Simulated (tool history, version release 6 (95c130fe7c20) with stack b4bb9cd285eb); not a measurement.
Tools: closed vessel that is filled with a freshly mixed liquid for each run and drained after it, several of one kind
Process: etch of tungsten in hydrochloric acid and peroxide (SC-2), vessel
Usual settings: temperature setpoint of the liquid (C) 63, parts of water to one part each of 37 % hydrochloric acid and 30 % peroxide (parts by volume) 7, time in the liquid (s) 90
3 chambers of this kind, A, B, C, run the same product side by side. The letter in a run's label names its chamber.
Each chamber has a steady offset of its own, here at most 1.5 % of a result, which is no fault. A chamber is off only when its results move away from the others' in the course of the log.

run   hour  temperature setpoint of the liquid (C)  parts of water to one part each of 37 % hydrochloric acid and 30 % peroxide (parts by volume)  time in the liquid (s)  hours since the thermometer was replaced  hours since the chemicals flow meter was replaced  hours since the drum of peroxide was connected  read-back film thickness of the tungsten reference wafer, read on the same gauge (nm)  thickness taken off the tungsten on a monitor wafer (nm)
 1B    4.1                                      63                                                                                              7                      90                                    1919.7                                              567.9                                            50.6                                                                                 130.02                                                     50.15
 2A    8.7                                      63                                                                                              7                      90                                     199.9                                               1293                                             115                                                                                 130.01                                                    50.031
 3C   14.8                                      63                                                                                              7                      90                                     554.7                                              803.9                                           583.4                                                                                 129.99                                                    49.398
 4A   21.2                                      63                                                                                              7                      90                                     212.4                                             1305.5                                           127.5                                                                                    130                                                    50.185
 5C   24.3                                      63                                                                                              7                      90                                     564.2                                              813.4                                           592.9                                                                                 130.01                                                    49.554
 6B   30.6                                      63                                                                                              7                      90                                    1946.2                                              594.4                                            77.1                                                                                    130                                                    50.473
 7C   37.2                                      63                                                                                              7                      90                                     577.1                                              826.3                                           605.8                                                                                 130.01                                                     49.39
 8B   41.5                                      63                                                                                              7                      90                                    1957.1                                              605.3                                              88                                                                                 130.02                                                    49.971
 9A   45.9                                      63                                                                                              7                      90                                     237.1                                             1330.2                                           152.2                                                                                    130                                                    50.164
10B   49.5                                      63                                                                                              7                      90                                    1965.1                                              613.3                                              96                                                                                 130.02                                                    50.738
11C   55.4                                      63                                                                                            9.5                      90                                     595.3                                              844.5                                             624                                                                                 130.02                                                    39.067
12A   59.6                                      63                                                                                            9.5                      90                                     250.8                                             1343.9                                           165.9                                                                                 129.99                                                    39.051
13B   63.1                                      63                                                                                            9.5                      90                                    1978.7                                              626.9                                           109.6                                                                                 130.02                                                    40.053
14C   68.4                                      63                                                                                              7                      90                                     608.3                                              857.5                                             637                                                                                 129.98                                                    49.587
15A   72.2                                      63                                                                                              7                      90                                     263.4                                             1356.5                                           178.5                                                                                    130                                                    49.983
16C   75.4                                      63                                                                                              7                      90                                     615.3                                              864.5                                             644                                                                                 130.02                                                    49.111
17A   79.7                                      63                                                                                              7                      90                                     270.9                                               1364                                             186                                                                                    130                                                    49.672
18B   84.9                                      63                                                                                            9.5                      90                                    2000.5                                              648.7                                           131.4                                                                                    130                                                    40.427
19B   89.8                                      63                                                                                            9.5                      90                                    2005.4                                              653.6                                           136.3                                                                                 129.99                                                     41.08
20A   93.8                                      63                                                                                            9.5                      90                                       285                                             1378.1                                           200.1                                                                                 129.98                                                    39.118
21C   97.1                                      63                                                                                            8.5                     140                                       637                                              886.2                                           665.7                                                                                    130                                                    65.255
22A  100.9                                      63                                                                                            8.5                     140                                     292.1                                             1385.2                                           207.2                                                                                 129.99                                                    66.992
23C  104.6                                      63                                                                                            8.5                     140                                     644.5                                              893.7                                           673.2                                                                                    130                                                    65.751
24B  110.4                                      63                                                                                              7                      90                                      2026                                              674.2                                           156.9                                                                                    130                                                    52.496
25B    116                                      63                                                                                              7                      90                                    2031.6                                              679.8                                           162.5                                                                                 129.99                                                    53.256
26C  119.5                                      63                                                                                              7                      90                                     659.4                                              908.6                                           688.1                                                                                 129.99                                                    49.295
27A  122.5                                      63                                                                                              7                      90                                     313.7                                             1406.8                                           228.8                                                                                 130.01                                                      50.1
28A  127.5                                      63                                                                                              7                      90                                     318.7                                             1411.8                                           233.8                                                                                 129.97                                                    50.199
29C  131.3                                      63                                                                                              7                      90                                     671.2                                              920.4                                           699.9                                                                                 130.03                                                    49.635
30B  135.2                                      67                                                                                              7                      60                                    2050.8                                                699                                           181.7                                                                                 130.01                                                    46.811
31B    141                                      67                                                                                              7                      60                                    2056.6                                              704.8                                           187.5                                                                                    130                                                    46.556
32A  146.1                                      67                                                                                              7                      60                                     337.3                                             1430.4                                           252.4                                                                                    130                                                    43.045

What goes on in this fleet: one chamber off, a drifting gauge, or nothing beyond the chambers' own small offsets? Name the chamber and the cause, if any.

Chamber B drifts away from the others.
Cause: chemicals flow above the setpoint (%) = 11.9.
The log may not tell that from: liquid hotter than its thermometer reads (K).

Here are 4 candidates for chamber B's next run, each the usual settings with a change, their results left as question marks. Which one brings its results back in line with what the others give on the usual settings?
In line means no further than this from the other chambers' mean on the usual settings: thickness taken off the tungsten on a monitor wafer (nm) 1.4
33B-1  150.8                                    64.5                                                                                              7                      90                                                                                                                                                                                                                                                                                             ?
33B-2  150.8                                    62.5                                                                                              7                      85                                                                                                                                                                                                                                                                                             ?
33B-3  150.8                                      65                                                                                            6.5                      90                                                                                                                                                                                                                                                                                             ?
33B-4  150.8                                      62                                                                                            7.5                      85                                                                                                                                                                                                                                                                                             ?

The other chambers' mean on the usual settings: thickness taken off the tungsten on a monitor wafer (nm) 49.789
  run  thickness taken off the tungsten on a monitor wafer (nm)
33B-1                                                     60.02
33B-2                                                    50.039
33B-3                                                     65.47
33B-4                                                    45.988
33B-2 brings the chamber back in line.

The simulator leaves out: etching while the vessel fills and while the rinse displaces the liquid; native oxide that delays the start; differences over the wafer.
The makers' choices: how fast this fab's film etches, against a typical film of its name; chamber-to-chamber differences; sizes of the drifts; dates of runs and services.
